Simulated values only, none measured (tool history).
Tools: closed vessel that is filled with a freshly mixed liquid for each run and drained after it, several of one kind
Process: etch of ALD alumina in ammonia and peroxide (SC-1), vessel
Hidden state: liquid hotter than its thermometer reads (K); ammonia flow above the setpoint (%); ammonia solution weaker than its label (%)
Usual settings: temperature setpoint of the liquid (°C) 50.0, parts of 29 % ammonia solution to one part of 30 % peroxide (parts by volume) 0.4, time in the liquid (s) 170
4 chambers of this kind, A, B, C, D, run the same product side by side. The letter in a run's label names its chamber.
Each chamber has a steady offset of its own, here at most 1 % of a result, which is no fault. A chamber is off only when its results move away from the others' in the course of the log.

run   hour  temperature setpoint of the liquid (°C)  parts of 29 % ammonia solution to one part of 30 % peroxide (parts by volume)  time in the liquid (s)  hours since the thermometer was replaced  hours since the ammonia flow meter was replaced  hours since the drum of ammonia solution was connected  read-back film thickness of the ALD alumina reference wafer, read on the same gauge (nm)  thickness taken off the ALD alumina on a monitor wafer (nm)
 1D    9.0                                     50.0                                                                            0.4                     170                                     187.5                                            391.8                                                    74.8                                                                                    39.992                                                       9.9600
 2A   14.5                                     50.0                                                                            0.4                     170                                     249.0                                            100.0                                                   424.7                                                                                    39.980                                                       9.8601
 3B   23.9                                     50.0                                                                            0.4                     170                                    1789.8                                           1908.8                                                   181.6                                                                                    39.988                                                       9.9483
 4C   33.2                                     50.0                                                                            0.4                     170                                     155.9                                            463.4                                                    55.2                                                                                    40.012                                                      10.0460
 5B   38.7                                     59.5                                                                            0.2                     170                                    1804.6                                           1923.6                                                   196.4                                                                                    39.990                                                      15.3400
 6C   44.2                                     59.5                                                                            0.2                     170                                     166.9                                            474.4                                                    66.2                                                                                    39.988                                                      15.4570
 7A   53.0                                     59.5                                                                            0.2                     170                                     287.5                                            138.5                                                   463.2                                                                                    40.000                                                      15.4920
 8D   61.5                                     59.5                                                                            0.2                     170                                     240.0                                            444.3                                                   127.3                                                                                    39.991                                                      15.1650
 9A   70.9                                     50.0                                                                            0.4                     170                                     305.4                                            156.4                                                   481.1                                                                                    39.995                                                       9.9181
10B   76.5                                     57.5                                                                            0.4                     220                                    1842.4                                           1961.4                                                   234.2                                                                                    40.012                                                      19.2070
11D   84.4                                     57.5                                                                            0.4                     220                                     262.9                                            467.2                                                   150.2                                                                                    39.984                                                      19.1040
12C   91.8                                     57.5                                                                            0.4                     220                                     214.5                                            522.0                                                   113.8                                                                                    40.005                                                      19.1000
13C   98.3                                     57.5                                                                            0.4                     220                                     221.0                                            528.5                                                   120.3                                                                                    40.007                                                      19.1680
     100.3  -- chamber C: ammonia flow meter replaced
14A  107.2                                     50.0                                                                            0.4                     170                                     341.7                                            192.7                                                   517.4                                                                                    39.990                                                       9.8631
15B  116.2                                     44.0                                                                            0.4                     200                                    1882.1                                           2001.1                                                   273.9                                                                                    40.000                                                       8.2712
16D  125.0                                     44.0                                                                            0.4                     200                                     303.5                                            507.8                                                   190.8                                                                                    39.999                                                       8.3949
17B  129.9                                     44.0                                                                            0.4                     200                                    1895.8                                           2014.8                                                   287.6                                                                                    39.979                                                       8.1869
18D  137.5                                     44.0                                                                            0.4                     200                                     316.0                                            520.3                                                   203.3                                                                                    39.990                                                       8.4667
19C  147.1                                     50.0                                                                            0.4                     170                                     269.8                                             46.9                                                   169.1                                                                                    39.981                                                      10.0110
     149.1  -- chamber B: ammonia flow meter replaced
20A  156.7                                     50.0                                                                            0.4                     170                                     391.2                                            242.2                                                   566.9                                                                                    39.986                                                      10.0710
21A  161.2                                     50.0                                                                            0.4                     170                                     395.7                                            246.7                                                   571.4                                                                                    39.987                                                       9.9755
22B  166.7                                     50.0                                                                            0.4                      90                                    1932.6                                             17.6                                                   324.4                                                                                    39.997                                                       5.2440
23C  175.0                                     50.0                                                                            0.4                      90                                     297.7                                             74.8                                                   197.0                                                                                    40.004                                                       5.3065
24D  179.3                                     50.0                                                                            0.4                      90                                     357.8                                            562.1                                                   245.1                                                                                    39.993                                                       5.3623
25B  186.5                                     50.0                                                                            0.4                      90                                    1952.4                                             37.4                                                   344.2                                                                                    40.002                                                       5.2169
26C  195.4                                     50.0                                                                            0.4                     105                                     318.1                                             95.2                                                   217.4                                                                                    40.005                                                       6.0541
27D  199.9                                     50.0                                                                            0.4                     105                                     378.4                                            582.7                                                   265.7                                                                                    40.001                                                       6.3467
28A  208.4                                     50.0                                                                            0.4                     105                                     442.9                                            293.9                                                   618.6                                                                                    40.005                                                       6.2013
29B  216.3                                     50.0                                                                            0.4                     105                                    1982.2                                             67.2                                                   374.0                                                                                    39.988                                                       6.1414
30A  223.7                                     50.0                                                                            0.4                     170                                     458.2                                            309.2                                                   633.9                                                                                    39.986                                                       9.9038
31D  231.7                                     50.0                                                                            0.4                     170                                     410.2                                            614.5                                                   297.5                                                                                    40.001                                                      10.4100
32C  236.6                                     50.0                                                                            0.4                     170                                     359.3                                            136.4                                                   258.6                                                                                    39.989                                                       9.9282
33A  242.2                                     50.0                                                                            0.4                     170                                     476.7                                            327.7                                                   652.4                                                                                    40.033                                                       9.8828

Next, every chamber runs the same settings. What will each give?
34A  249.4                                     44.0                                                                            0.4                     170                                                                                                                                                                                                                                                                                                         ?
34B  249.4                                     44.0                                                                            0.4                     170                                                                                                                                                                                                                                                                                                         ?
34C  249.4                                     44.0                                                                            0.4                     170                                                                                                                                                                                                                                                                                                         ?
34D  249.4                                     44.0                                                                            0.4                     170                                                                                                                                                                                                                                                                                                         ?

run  thickness taken off the ALD alumina on a monitor wafer (nm)
34A                                                       7.1027
34B                                                       7.0689
34C                                                       7.1300
34D                                                       7.4199

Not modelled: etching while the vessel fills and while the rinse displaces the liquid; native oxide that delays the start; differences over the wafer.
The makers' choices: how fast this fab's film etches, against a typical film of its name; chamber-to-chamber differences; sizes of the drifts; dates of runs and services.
